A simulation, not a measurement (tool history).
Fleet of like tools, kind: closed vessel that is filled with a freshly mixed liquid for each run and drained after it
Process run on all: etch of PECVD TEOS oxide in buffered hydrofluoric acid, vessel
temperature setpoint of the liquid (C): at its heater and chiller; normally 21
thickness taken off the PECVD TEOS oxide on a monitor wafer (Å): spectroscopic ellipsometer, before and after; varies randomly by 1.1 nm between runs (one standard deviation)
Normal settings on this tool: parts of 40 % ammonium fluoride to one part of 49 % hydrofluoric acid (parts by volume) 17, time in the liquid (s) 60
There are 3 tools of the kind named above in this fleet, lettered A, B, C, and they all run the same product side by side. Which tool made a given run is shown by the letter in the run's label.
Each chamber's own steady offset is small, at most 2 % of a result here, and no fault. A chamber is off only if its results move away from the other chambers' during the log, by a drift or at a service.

run,day,temperature setpoint of the liquid (C),parts of 40 % ammonium fluoride to one part of 49 % hydrofluoric acid (parts by volume),time in the liquid (s),hours since the thermometer was replaced,hours since the hydrofluoric acid flow meter was replaced,"read-back film thickness of the PECVD TEOS oxide reference wafer, read on the same gauge (nm)",thickness taken off the PECVD TEOS oxide on a monitor wafer (Å)
1B,0.267,21,17,60,827.7,912.1,149.98,1169.6
2A,0.717,21,17,60,919.3,264.8,150.02,1145.2
3C,1.304,21,17,60,1897.5,551.5,150,1143
4C,1.65,21,17,60,1905.8,559.8,149.94,1138
5B,2.046,21,17,60,870.4,954.8,149.94,1160.7
6A,2.529,21,17,60,962.8,308.3,150.03,1134.7
7A,2.804,21,17,60,969.4,314.9,150.05,1117.2
8B,3.183,21,17,60,897.7,982.1,150.02,1154.7
9C,3.633,21,17,60,1953.4,607.4,149.99,1164.1
10C,4.179,21,17,60,1966.5,620.5,150.01,1175.6
11B,4.488,21,17,60,929,1013.4,149.98,1170.9
12A,4.788,21,17,60,1017,362.5,149.98,1141.9
13A,5.183,21,17,60,1026.5,372,149.99,1134.7
14B,5.671,21,17,60,957.4,1041.8,150.01,1171.3
15C,6.05,21,17,60,2011.4,665.4,150,1215.6
16A,6.471,21,17,60,1057.4,402.9,150.03,1153.1
17B,7.004,21,17,60,989.4,1073.8,149.97,1137.1
18C,7.5,21,17,60,2046.2,700.2,150.02,1221.2
19A,7.904,21,20.5,60,1091.8,437.3,149.96,949.76
20B,8.454,21,20.5,60,1024.2,1108.6,150.01,947.72
21C,8.925,21,20.5,60,2080.4,734.4,149.99,1014.7

Is one chamber out of step, is the gauge drifting, or do the chambers differ by no more than their own small offsets? For an off chamber, give its letter and the likeliest cause.

Little by little, chamber C moves away from the other chambers.
Most likely cause: hydrofluoric acid flow above the setpoint (%) = 7.56.
With only this log, it may be confused with: liquid hotter than its thermometer reads (K).

Which of the 4 candidates below, each the usual settings with something changed and its results left as question marks, puts chamber C back in line with what the other chambers give on the usual settings?
Maximum distance from the other chambers' mean on the usual settings for a result to count as in line: thickness taken off the PECVD TEOS oxide on a monitor wafer (Å) 39
22C-1,9.354,21,17.5,60,,,,?
22C-2,9.354,21,16.5,60,,,,?
22C-3,9.354,21.5,16,60,,,,?
22C-4,9.354,21,17,55,,,,?

The other chambers' mean on the usual settings: thickness taken off the PECVD TEOS oxide on a monitor wafer (Å) 1144.2
run,thickness taken off the PECVD TEOS oxide on a monitor wafer (Å)
22C-1,1197.1
22C-2,1268.5
22C-3,1343.8
22C-4,1129.2
It is 22C-4 that realigns the chamber with its peers.

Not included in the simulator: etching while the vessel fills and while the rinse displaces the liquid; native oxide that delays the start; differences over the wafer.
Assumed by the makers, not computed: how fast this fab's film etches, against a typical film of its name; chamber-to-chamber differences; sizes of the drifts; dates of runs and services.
